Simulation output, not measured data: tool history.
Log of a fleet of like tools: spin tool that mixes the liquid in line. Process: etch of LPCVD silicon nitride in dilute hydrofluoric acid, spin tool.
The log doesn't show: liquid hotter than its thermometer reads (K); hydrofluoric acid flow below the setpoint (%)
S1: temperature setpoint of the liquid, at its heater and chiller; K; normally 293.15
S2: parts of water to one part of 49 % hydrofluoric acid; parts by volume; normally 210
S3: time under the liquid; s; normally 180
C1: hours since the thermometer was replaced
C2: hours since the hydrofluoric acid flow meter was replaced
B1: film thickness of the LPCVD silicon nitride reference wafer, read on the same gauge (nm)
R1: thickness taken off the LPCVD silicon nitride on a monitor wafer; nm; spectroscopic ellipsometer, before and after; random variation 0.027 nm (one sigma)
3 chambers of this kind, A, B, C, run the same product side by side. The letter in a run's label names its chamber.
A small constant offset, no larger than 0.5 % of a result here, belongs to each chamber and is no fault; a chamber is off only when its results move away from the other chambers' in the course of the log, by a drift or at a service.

Run 1B, hour 3.6: usual settings; C1 1487.1; C2 790.7; B1 110.01. Result: R1 0.27782 nm.
Run 2C, hour 5.6: usual settings; C1 448.9; C2 23.5; B1 110.00. Result: R1 0.35321 nm.
Run 3A, hour 7.8: usual settings; C1 2112.5; C2 997.3; B1 109.98. Result: R1 0.29953 nm.
Run 4C, hour 11.7: usual settings; C1 455.0; C2 29.6; B1 110.01. Result: R1 0.32546 nm.
Run 5B, hour 13.9: usual settings; C1 1497.4; C2 801.0; B1 110.02. Result: R1 0.29350 nm.
Run 6A, hour 16.2: usual settings; C1 2120.9; C2 1005.7; B1 110.01. Result: R1 0.28669 nm.
Run 7A, hour 20.4: usual settings; C1 2125.1; C2 1009.9; B1 110.00. Result: R1 0.27516 nm.
Run 8B, hour 23.1: usual settings; C1 1506.6; C2 810.2; B1 109.99. Result: R1 0.29520 nm.
Run 9C, hour 26.3: usual settings; C1 469.6; C2 44.2; B1 109.99. Result: R1 0.29182 nm.
Run 10B, hour 30.4: usual settings; C1 1513.9; C2 817.5; B1 109.98. Result: R1 0.34066 nm.
Run 11A, hour 32.9: usual settings but S2 280 parts by volume, S3 95 s; C1 2137.6; C2 1022.4; B1 110.01. Result: R1 0.13058 nm.
Run 12C, hour 35.5: usual settings but S2 280 parts by volume, S3 95 s; C1 478.8; C2 53.4; B1 110.00. Result: R1 0.12935 nm.
Run 13A, hour 38.5: usual settings but S2 280 parts by volume, S3 95 s; C1 2143.2; C2 1028.0; B1 109.97. Result: R1 0.12157 nm.
Run 14C, hour 42.5: usual settings; C1 485.8; C2 60.4; B1 110.01. Result: R1 0.29282 nm.
Run 15B, hour 45.1: usual settings; C1 1528.6; C2 832.2; B1 109.99. Result: R1 0.32834 nm.
Run 16C, hour 47.8: usual settings; C1 491.1; C2 65.7; B1 110.01. Result: R1 0.32501 nm.
Run 17B, hour 51.7: usual settings; C1 1535.2; C2 838.8; B1 109.99. Result: R1 0.27974 nm.
Run 18A, hour 55.9: usual settings; C1 2160.6; C2 1045.4; B1 110.00. Result: R1 0.30980 nm.
Run 19A, hour 58.6: usual settings; C1 2163.3; C2 1048.1; B1 109.99. Result: R1 0.30428 nm.
Run 20C, hour 62.7: usual settings; C1 506.0; C2 80.6; B1 109.98. Result: R1 0.30106 nm.
Run 21B, hour 66.5: usual settings; C1 1550.0; C2 853.6; B1 109.99. Result: R1 0.29054 nm.
Run 22C, hour 68.4: usual settings; C1 511.7; C2 86.3; B1 110.00. Result: R1 0.29956 nm.
Run 23A, hour 72.2: usual settings but S1 290.15 K, S3 245 s; C1 2176.9; C2 1061.7; B1 110.02. Result: R1 0.35244 nm.
Run 24B, hour 75.8: usual settings but S1 290.15 K, S3 245 s; C1 1559.3; C2 862.9; B1 109.99. Result: R1 0.31142 nm.
Run 25B, hour 78.3: usual settings but S1 290.15 K, S3 245 s; C1 1561.8; C2 865.4; B1 110.01. Result: R1 0.37475 nm.
Run 26A, hour 81.6: usual settings but S1 290.15 K; C1 2186.3; C2 1071.1; B1 110.02. Result: R1 0.26508 nm.
Run 27C, hour 84.7: usual settings but S1 290.15 K; C1 528.0; C2 102.6; B1 109.99. Result: R1 0.20741 nm.
Run 28B, hour 88.4: usual settings but S1 290.15 K; C1 1571.9; C2 875.5; B1 110.00. Result: R1 0.24619 nm.
Run 29A, hour 91.7: usual settings; C1 2196.4; C2 1081.2; B1 110.00. Result: R1 0.28074 nm.
Run 30C, hour 94.7: usual settings but S1 296.15 K, S3 115 s; C1 538.0; C2 112.6; B1 110.03. Result: R1 0.24265 nm.
Run 31A, hour 97.4: usual settings but S1 296.15 K, S3 115 s; C1 2202.1; C2 1086.9; B1 109.98. Result: R1 0.22799 nm.
Run 32B, hour 99.7: usual settings but S1 296.15 K, S3 115 s; C1 1583.2; C2 886.8; B1 110.01. Result: R1 0.24044 nm.
Run 33C, hour 103.5: usual settings; C1 546.8; C2 121.4; B1 110.01. Result: R1 0.31630 nm.
Run 34B, hour 105.4: usual settings; C1 1588.9; C2 892.5; B1 110.01. Result: R1 0.31393 nm.
Run 35C, hour 107.7: usual settings; C1 551.0; C2 125.6; B1 110.01. Result: R1 0.27809 nm.
Run 36A, hour 110.3: usual settings; C1 2215.0; C2 1099.8; B1 109.99. Result: R1 0.30703 nm.
Run 37A, hour 113.4: usual settings; C1 2218.1; C2 1102.9; B1 110.02. Result: R1 0.32844 nm.
Run 38B, hour 116.1: usual settings; C1 1599.6; C2 903.2; B1 110.01. Result: R1 0.29860 nm.
Run 39C, hour 119.7: usual settings; C1 563.0; C2 137.6; B1 110.00. Result: R1 0.28523 nm.
Run 40C, hour 122.5: usual settings; C1 565.8; C2 140.4; B1 109.99. Result: R1 0.33558 nm.
Run 41B, hour 125.2: usual settings; C1 1608.7; C2 912.3; B1 110.00. Result: R1 0.32643 nm.
Run 42A, hour 128.0: usual settings; C1 2232.7; C2 1117.5; B1 110.00. Result: R1 0.26631 nm.
Run 43B, hour 130.6: usual settings; C1 1614.1; C2 917.7; B1 109.99. Result: R1 0.32924 nm.

All 3 chambers run these settings next. Forecast each chamber's results:
Run 44A, hour 133.7: usual settings but S1 296.65 K. Result: R1 ?.
Run 44B, hour 133.7: usual settings but S1 296.65 K. Result: R1 ?.
Run 44C, hour 133.7: usual settings but S1 296.65 K. Result: R1 ?.

run       R1
44A  0.33719
44B  0.37706
44C  0.38432

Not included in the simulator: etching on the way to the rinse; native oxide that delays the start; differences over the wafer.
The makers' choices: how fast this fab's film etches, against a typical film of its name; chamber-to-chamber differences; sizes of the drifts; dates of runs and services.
